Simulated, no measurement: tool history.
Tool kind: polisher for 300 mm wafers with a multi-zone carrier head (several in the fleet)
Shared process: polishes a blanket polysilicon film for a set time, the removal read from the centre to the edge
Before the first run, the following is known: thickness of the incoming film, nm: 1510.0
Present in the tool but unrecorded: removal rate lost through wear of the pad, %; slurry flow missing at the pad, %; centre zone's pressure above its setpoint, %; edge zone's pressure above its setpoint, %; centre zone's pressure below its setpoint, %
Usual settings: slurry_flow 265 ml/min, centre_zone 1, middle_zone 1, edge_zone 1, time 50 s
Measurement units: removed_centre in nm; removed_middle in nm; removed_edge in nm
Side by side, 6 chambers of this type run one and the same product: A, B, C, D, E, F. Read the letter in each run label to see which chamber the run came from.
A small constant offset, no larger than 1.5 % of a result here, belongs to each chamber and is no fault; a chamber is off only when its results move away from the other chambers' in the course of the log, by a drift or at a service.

run,hour,slurry_flow,centre_zone,middle_zone,edge_zone,time,wafers polished on this pad,hours since the slurry nozzle was cleaned,hours since the centre zone pressure was calibrated,hours since the edge zone pressure was calibrated,removed_centre,removed_middle,removed_edge
# hour 7: chamber E: worn pad replaced by a new one
1B,10,265,1,1,1,50,1290,459.1,325.1,974.7,363.8,361.58,359.42
2E,19.8,265,1,1,1,50,101,385.5,951.7,970.6,360.59,368.66,369.27
3F,29.3,265,1,1,1,50,912,135.2,339.8,351.9,361.43,365.4,363.87
# hour 29.9: chamber B: centre zone pressure recalibrated
# hour 34.2: chamber C: worn pad replaced by a new one
# hour 36.9: chamber A: worn pad replaced by a new one
4D,37.2,265,1,1,1,50,1353,398.8,254.7,272.8,359.63,366.25,365.35
# hour 40.9: chamber D: worn pad replaced by a new one
# hour 41.4: chamber B: edge zone pressure recalibrated
5C,43.6,265,1,1,1,50,74,357.2,204.5,281.9,359.01,357.39,363.77
6A,53.4,265,1,1,1,50,130,265.4,748.8,448.7,363.27,353.51,357.54
7B,58.9,265,1,1,1,50,1676,508,29.1,17.5,362.28,358.15,362.91
# hour 61.2: chamber B: worn pad replaced by a new one
8A,65.3,265,1,1,1,50,224,277.3,760.7,460.6,357.8,357.43,363.68
9F,73.3,265,1,1,1,50,1259,179.2,383.8,395.9,361.28,361.14,364.7
10E,77.9,265,1,1,1,50,559,443.6,1009.8,1028.7,360.6,371.37,367.26
# hour 79.8: chamber E: edge zone pressure recalibrated
11C,82.8,265,1,1,1,50,383,396.4,243.7,321.1,357.4,357.49,350.69
12D,89.8,265,1,1,1,50,385,451.4,307.3,325.4,362.99,367.49,364.17
# hour 91.7: chamber E: centre zone pressure recalibrated
# hour 92.2: chamber B: slurry nozzle cleaned
# hour 93.9: chamber F: worn pad replaced by a new one
13A,94.4,265,1,1,1,50,454,306.4,789.8,489.7,365.17,361.26,362.62
# hour 99.3: chamber A: worn pad replaced by a new one
14D,99.8,265,1,1,1,50,464,461.4,317.3,335.4,364.69,366.5,363.81
# hour 103.9: chamber A: slurry nozzle cleaned
15B,108.3,265,1,1,1,50,371,16.2,78.5,66.9,358.57,361.9,361.32
16C,117,265,1,1,1,50,653,430.6,277.9,355.3,361.76,357.12,359.43
17E,122.1,265,1,1,1,50,908,487.8,30.4,42.4,361.85,363.44,367.38
# hour 122.6: chamber E: slurry nozzle cleaned
18F,129.8,265,1,1,1,50,283,235.7,440.3,452.4,364.04,364.6,365.95
# hour 130.3: chamber E: worn pad replaced by a new one
# hour 138.5: chamber D: centre zone pressure recalibrated
# hour 138.8: chamber C: slurry nozzle cleaned
19F,139.7,265,1,1,1,50,361,245.6,450.2,462.3,357.68,365.55,368.84
# hour 142.6: chamber C: worn pad replaced by a new one
20A,146,265,1,1,1,50,368,42.2,841.4,541.3,362.33,350.12,361.27
21C,153.2,265,1,1,1,50,83,14.4,314.1,391.5,360.83,354.87,360.3
22D,159.8,265,1,1,1,50,938,521.4,21.3,395.4,365.03,364.84,362.16
23E,165.8,265,1,1,1,50,280,43.2,74.1,86.1,360.24,360.71,364.03
# hour 166: chamber A: worn pad replaced by a new one
24B,171.4,265,1,1,1,50,869,79.3,141.6,130,365.44,359.58,364.86
25A,178.3,265,1,1,1,50,97,74.5,873.7,573.6,365.43,355.7,358.84
26D,185.2,265,1,1,1,50,1138,546.8,46.7,420.8,363.63,369.53,369.05
27C,191.5,265,1,1,1,50,385,52.7,352.4,429.8,362.27,356.8,359.28
28B,197.4,265,1,1,1,50,1074,105.3,167.6,156,366.31,360.11,356.83
29E,202.9,265,1,0.91,1,43,573,80.3,111.2,123.2,312.67,281.38,317.83
# hour 208.8: chamber D: worn pad replaced by a new one
30F,212.6,265,1,0.91,1,43,936,318.5,523.1,535.2,295.22,285.25,315.79
31C,219.9,265,1,0.91,1,43,609,81.1,380.8,458.2,309.98,278.2,303.78
32B,226.4,265,1,0.91,1,43,1303,134.3,196.6,185,312.54,289.88,315.45
33E,231.5,265,1,0.91,1,43,799,108.9,139.8,151.8,307.5,286.6,313.56
# hour 232.6: chamber C: edge zone pressure recalibrated
34F,240,265,1,0.91,1,43,1152,345.9,550.5,562.6,289.44,292.97,316.03
# hour 243: chamber A: worn pad replaced by a new one
35A,247.4,265,1,1,1,50,34,143.6,942.8,642.7,367.25,367.57,358.4
# hour 249.2: chamber C: worn pad replaced by a new one
36D,253.5,265,1,1,1,50,353,615.1,115,489.1,357.39,364.51,361.26
37E,260.1,265,1,1,1,50,1024,137.5,168.4,180.4,360.32,357.56,355.83
# hour 267.7: chamber F: edge zone pressure recalibrated
38F,268.9,265,1,1,1,50,1380,374.8,579.4,1.3,332.26,368.69,358.5
39D,278.8,265,1,1,1,50,552,640.4,140.3,514.4,362.83,364.21,369.5
40A,283.8,265,1,1,1,50,322,180,979.2,679.1,362.94,357.39,364.89
41C,293.9,265,1,1,1,50,353,155.1,454.8,61.3,354.91,348.36,364.39

Decide between three cases: one chamber stands off from its peers, the gauge reading all wafers drifts, or nothing is wrong past each chamber's small offset. Where a chamber is off, say which and what most likely put it there.

Chamber F drifts away from the others.
Most likely cause: centre zone's pressure below its setpoint, % = 8.71.

Chamber F could run next with any of the 4 candidate recipes listed below; each alters the usual settings, and their results appear as question marks. Which one brings its results back in line with what the other chambers deliver on the usual settings?
Counts as in line when no further than this from what the other chambers average on the usual settings: removed_centre 10 nm; removed_middle 18 nm; removed_edge 14 nm
42F-1,301.3,270,1.09,0.98,0.97,51,,,,,?,?,?
42F-2,301.3,275,1.13,0.97,0.96,51,,,,,?,?,?
42F-3,301.3,260,0.92,1.01,1.03,49,,,,,?,?,?
42F-4,301.3,255,0.87,1.03,1.04,50,,,,,?,?,?

Average result of the remaining chambers running the usual settings: removed_centre 362.06 nm; removed_middle 361.78 nm; removed_edge 363.16 nm
run,removed_centre,removed_middle,removed_edge
42F-1,364.36,366.61,367.07
42F-2,379.85,363.85,365.7
42F-3,288.84,360.82,362.7
42F-4,276.19,374.11,371.29
The right change is 42F-1: it brings the chamber back within the allowed miss of the others.
